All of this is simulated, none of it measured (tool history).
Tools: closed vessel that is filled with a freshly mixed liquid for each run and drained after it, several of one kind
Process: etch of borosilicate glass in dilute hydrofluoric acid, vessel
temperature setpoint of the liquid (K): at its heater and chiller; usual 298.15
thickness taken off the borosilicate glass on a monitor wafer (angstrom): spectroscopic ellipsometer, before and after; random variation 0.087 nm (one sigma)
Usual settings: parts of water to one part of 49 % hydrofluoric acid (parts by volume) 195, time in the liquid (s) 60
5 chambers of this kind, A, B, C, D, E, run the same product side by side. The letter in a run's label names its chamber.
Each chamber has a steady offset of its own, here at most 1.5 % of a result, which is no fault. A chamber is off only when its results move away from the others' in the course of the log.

| run | hour | temperature setpoint of the liquid (K) | parts of water to one part of 49 % hydrofluoric acid (parts by volume) | time in the liquid (s) | read-back film thickness of the borosilicate glass reference wafer, read on the same gauge (nm) | thickness taken off the borosilicate glass on a monitor wafer (angstrom) |
|---|---|---|---|---|---|---|
| 1A | 4.4 | 298.15 | 195 | 60 | 150.02 | 106.840 |
| 2E | 7.0 | 298.15 | 195 | 60 | 150.00 | 104.010 |
| 3B | 9.7 | 298.15 | 195 | 60 | 150.07 | 104.510 |
| 4D | 13.6 | 298.15 | 195 | 60 | 150.01 | 105.920 |
| 5C | 17.0 | 298.15 | 195 | 60 | 150.04 | 105.310 |
| 6D | 22.1 | 300.65 | 260 | 60 | 150.01 | 80.409 |
| 7A | 24.8 | 300.65 | 260 | 60 | 150.00 | 81.848 |
| 8E | 28.9 | 300.65 | 260 | 60 | 149.97 | 80.218 |
| 9C | 33.3 | 300.65 | 260 | 60 | 150.01 | 81.275 |
| 10B | 38.0 | 300.65 | 260 | 60 | 149.97 | 81.279 |
|  | 41.3 | chamber A: thermometer replaced |
| 11E | 42.1 | 298.15 | 140 | 60 | 150.03 | 154.170 |
| 12A | 45.6 | 298.15 | 140 | 60 | 149.99 | 158.190 |
| 13B | 50.7 | 298.15 | 140 | 60 | 149.98 | 156.240 |
| 14C | 53.6 | 298.15 | 140 | 60 | 150.01 | 156.860 |
| 15D | 57.6 | 298.15 | 140 | 60 | 149.99 | 155.460 |
| 16E | 61.7 | 298.15 | 195 | 60 | 149.97 | 105.410 |
| 17C | 64.4 | 298.15 | 195 | 60 | 149.98 | 105.580 |
| 18D | 67.6 | 298.15 | 195 | 60 | 149.98 | 102.970 |
| 19A | 70.4 | 298.15 | 195 | 60 | 149.99 | 106.270 |
| 20B | 73.8 | 298.15 | 195 | 60 | 150.07 | 105.250 |
| 21D | 77.6 | 298.15 | 195 | 60 | 149.99 | 107.270 |
| 22E | 82.7 | 298.15 | 195 | 75 | 149.95 | 132.500 |
| 23C | 87.8 | 298.15 | 195 | 75 | 150.01 | 129.640 |
| 24B | 91.0 | 298.15 | 195 | 75 | 150.00 | 131.310 |
| 25A | 93.9 | 298.15 | 195 | 75 | 150.01 | 133.710 |
| 26C | 98.9 | 298.15 | 195 | 75 | 150.00 | 128.160 |
| 27E | 102.1 | 295.65 | 195 | 70 | 149.95 | 111.490 |
| 28B | 106.7 | 295.65 | 195 | 70 | 149.99 | 112.110 |
| 29A | 110.9 | 295.65 | 195 | 70 | 149.99 | 113.060 |
| 30D | 113.7 | 295.65 | 195 | 70 | 149.99 | 113.010 |
| 31D | 118.6 | 295.65 | 195 | 70 | 150.01 | 110.800 |
| 32E | 121.8 | 298.15 | 195 | 60 | 149.99 | 106.590 |
| 33B | 124.4 | 298.15 | 195 | 60 | 149.99 | 104.510 |
| 34C | 127.7 | 298.15 | 195 | 60 | 150.01 | 100.950 |
| 35A | 132.7 | 295.65 | 195 | 75 | 149.99 | 122.570 |
| 36E | 135.0 | 295.65 | 195 | 75 | 149.97 | 120.380 |
| 37D | 137.9 | 295.65 | 195 | 75 | 150.05 | 120.000 |
| 38A | 140.2 | 295.65 | 195 | 75 | 150.01 | 122.710 |
| 39B | 143.1 | 295.65 | 195 | 75 | 150.03 | 119.070 |
| 40C | 145.8 | 298.15 | 195 | 60 | 150.04 | 98.229 |
| 41B | 148.2 | 298.15 | 290 | 85 | 149.99 | 91.525 |
| 42C | 152.9 | 298.15 | 290 | 85 | 149.96 | 84.690 |
| 43A | 156.5 | 298.15 | 290 | 85 | 150.01 | 93.658 |
| 44E | 159.6 | 298.15 | 290 | 85 | 149.98 | 91.680 |

Next, every chamber runs the same settings. What will each give?
| 45A | 163.3 | 298.15 | 195 | 85 |  | ? |
| 45B | 163.3 | 298.15 | 195 | 85 |  | ? |
| 45C | 163.3 | 298.15 | 195 | 85 |  | ? |
| 45D | 163.3 | 298.15 | 195 | 85 |  | ? |
| 45E | 163.3 | 298.15 | 195 | 85 |  | ? |

| run | thickness taken off the borosilicate glass on a monitor wafer (angstrom) |
|---|---|
| 45A | 152.720 |
| 45B | 150.640 |
| 45C | 137.400 |
| 45D | 149.670 |
| 45E | 147.930 |
